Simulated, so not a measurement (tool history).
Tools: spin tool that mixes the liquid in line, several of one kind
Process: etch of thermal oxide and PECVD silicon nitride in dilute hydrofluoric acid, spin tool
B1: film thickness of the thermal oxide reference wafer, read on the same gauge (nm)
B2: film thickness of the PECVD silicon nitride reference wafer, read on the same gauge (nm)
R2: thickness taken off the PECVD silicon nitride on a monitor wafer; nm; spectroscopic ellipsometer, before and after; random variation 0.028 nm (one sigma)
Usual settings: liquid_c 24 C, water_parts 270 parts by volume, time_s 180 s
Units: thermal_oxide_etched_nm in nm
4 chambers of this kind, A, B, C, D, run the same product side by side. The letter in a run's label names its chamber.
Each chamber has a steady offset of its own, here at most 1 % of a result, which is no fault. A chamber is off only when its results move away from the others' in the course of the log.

run 1D hour=9.0 | liquid_c=24 water_parts=270 time_s=180 | B1=80.008 B2=130.00 | thermal_oxide_etched_nm=2.6067 R2=2.37370
run 2B hour=18.2 | liquid_c=24 water_parts=270 time_s=180 | B1=79.999 B2=130.01 | thermal_oxide_etched_nm=2.5628 R2=2.41530
run 3A hour=25.0 | liquid_c=24 water_parts=270 time_s=180 | B1=80.000 B2=130.02 | thermal_oxide_etched_nm=2.5223 R2=2.39150
run 4C hour=35.5 | liquid_c=24 water_parts=270 time_s=180 | B1=79.997 B2=130.02 | thermal_oxide_etched_nm=2.6286 R2=2.36490
run 5B hour=46.6 | liquid_c=24 water_parts=270 time_s=180 | B1=79.984 B2=130.00 | thermal_oxide_etched_nm=2.6209 R2=2.41470
run 6D hour=56.8 | liquid_c=24 water_parts=200 time_s=180 | B1=79.990 B2=130.00 | thermal_oxide_etched_nm=3.8655 R2=3.17500
run 7A hour=62.8 | liquid_c=24 water_parts=200 time_s=180 | B1=79.990 B2=130.01 | thermal_oxide_etched_nm=3.7569 R2=3.25310
run 8C hour=71.0 | liquid_c=24 water_parts=200 time_s=180 | B1=80.009 B2=130.00 | thermal_oxide_etched_nm=3.6809 R2=3.17840
run 9A hour=77.0 | liquid_c=24 water_parts=200 time_s=180 | B1=80.006 B2=130.00 | thermal_oxide_etched_nm=3.6543 R2=3.17640
run 10C hour=84.5 | liquid_c=24 water_parts=270 time_s=180 | B1=79.998 B2=129.98 | thermal_oxide_etched_nm=2.5667 R2=2.36360
run 11B hour=96.8 | liquid_c=24 water_parts=270 time_s=180 | B1=80.016 B2=129.99 | thermal_oxide_etched_nm=2.5004 R2=2.35890
run 12D hour=103.4 | liquid_c=24 water_parts=270 time_s=180 | B1=79.991 B2=130.00 | thermal_oxide_etched_nm=2.5710 R2=2.43440
run 13B hour=110.8 | liquid_c=24 water_parts=270 time_s=180 | B1=79.996 B2=130.00 | thermal_oxide_etched_nm=2.6159 R2=2.37530
run 14D hour=122.8 | liquid_c=24 water_parts=270 time_s=180 | B1=80.007 B2=130.00 | thermal_oxide_etched_nm=2.6717 R2=2.44270
run 15A hour=131.9 | liquid_c=24 water_parts=270 time_s=180 | B1=80.004 B2=129.99 | thermal_oxide_etched_nm=2.5575 R2=2.36670
run 16C hour=139.7 | liquid_c=24 water_parts=270 time_s=180 | B1=80.008 B2=130.00 | thermal_oxide_etched_nm=2.5462 R2=2.35950
run 17D hour=146.3 | liquid_c=24 water_parts=270 time_s=75 | B1=80.006 B2=130.02 | thermal_oxide_etched_nm=1.0813 R2=1.00350
run 18A hour=156.0 | liquid_c=24 water_parts=270 time_s=75 | B1=79.995 B2=130.00 | thermal_oxide_etched_nm=1.0794 R2=0.99214
run 19B hour=164.4 | liquid_c=24 water_parts=270 time_s=75 | B1=79.996 B2=130.00 | thermal_oxide_etched_nm=1.0711 R2=0.99184
run 20C hour=173.1 | liquid_c=24 water_parts=270 time_s=75 | B1=80.015 B2=130.02 | thermal_oxide_etched_nm=1.0209 R2=0.94577
run 21D hour=182.1 | liquid_c=24 water_parts=270 time_s=180 | B1=80.014 B2=129.99 | thermal_oxide_etched_nm=2.6016 R2=2.40790
run 22A hour=192.2 | liquid_c=24 water_parts=270 time_s=180 | B1=79.993 B2=130.00 | thermal_oxide_etched_nm=2.5667 R2=2.36730
run 23C hour=197.8 | liquid_c=24 water_parts=165 time_s=270 | B1=80.016 B2=130.01 | thermal_oxide_etched_nm=6.5439 R2=5.47640
run 24B hour=208.2 | liquid_c=24 water_parts=165 time_s=270 | B1=80.002 B2=130.01 | thermal_oxide_etched_nm=6.8887 R2=5.67910
run 25D hour=219.0 | liquid_c=24 water_parts=165 time_s=270 | B1=80.018 B2=130.00 | thermal_oxide_etched_nm=7.2200 R2=5.96940
run 26C hour=227.5 | liquid_c=24 water_parts=165 time_s=270 | B1=79.972 B2=130.00 | thermal_oxide_etched_nm=6.4213 R2=5.50700
run 27B hour=234.6 | liquid_c=24 water_parts=270 time_s=180 | B1=79.999 B2=130.01 | thermal_oxide_etched_nm=2.5946 R2=2.39270
run 28A hour=244.6 | liquid_c=24 water_parts=270 time_s=180 | B1=79.995 B2=129.99 | thermal_oxide_etched_nm=2.5929 R2=2.40300
run 29D hour=252.7 | liquid_c=24 water_parts=270 time_s=180 | B1=80.022 B2=130.01 | thermal_oxide_etched_nm=2.5988 R2=2.43860
run 30C hour=258.2 | liquid_c=24 water_parts=270 time_s=180 | B1=80.004 B2=129.97 | thermal_oxide_etched_nm=2.3288 R2=2.17790
run 31B hour=265.9 | liquid_c=24 water_parts=270 time_s=180 | B1=79.992 B2=130.00 | thermal_oxide_etched_nm=2.6012 R2=2.41690
run 32A hour=272.3 | liquid_c=24 water_parts=330 time_s=180 | B1=80.018 B2=130.00 | thermal_oxide_etched_nm=1.9743 R2=1.92390

Is one chamber off against the others, does the gauge drift, or is nothing wrong? If a chamber is off, say which, and what the likeliest cause is.

Chamber C drifts away from the others.
Cause: hydrofluoric acid flow below the setpoint (%) = 10.4.

Here are 4 candidates for chamber C's next run, each the usual settings with a change, their results left as question marks. Which one brings its results back in line with what the others give on the usual settings?
In line means no further than this from the other chambers' mean on the usual settings: thermal_oxide_etched_nm 0.1300 nm; R2 0.09900 nm
run 33C-1 hour=281.2 | liquid_c=24.5 water_parts=310 time_s=165 | thermal_oxide_etched_nm=? R2=?
run 33C-2 hour=281.2 | liquid_c=23.5 water_parts=250 time_s=190 | thermal_oxide_etched_nm=? R2=?
run 33C-3 hour=281.2 | liquid_c=24.5 water_parts=290 time_s=170 | thermal_oxide_etched_nm=? R2=?
run 33C-4 hour=281.2 | liquid_c=23.5 water_parts=230 time_s=195 | thermal_oxide_etched_nm=? R2=?

The other chambers' mean on the usual settings: thermal_oxide_etched_nm 2.5805 nm; R2 2.41050 nm
run=33C-1 thermal_oxide_etched_nm=1.7572 R2=1.76020
run=33C-2 thermal_oxide_etched_nm=2.5793 R2=2.35700
run=33C-3 thermal_oxide_etched_nm=1.9753 R2=1.93660
run=33C-4 thermal_oxide_etched_nm=2.9384 R2=2.62430
33C-2 brings the chamber back in line.
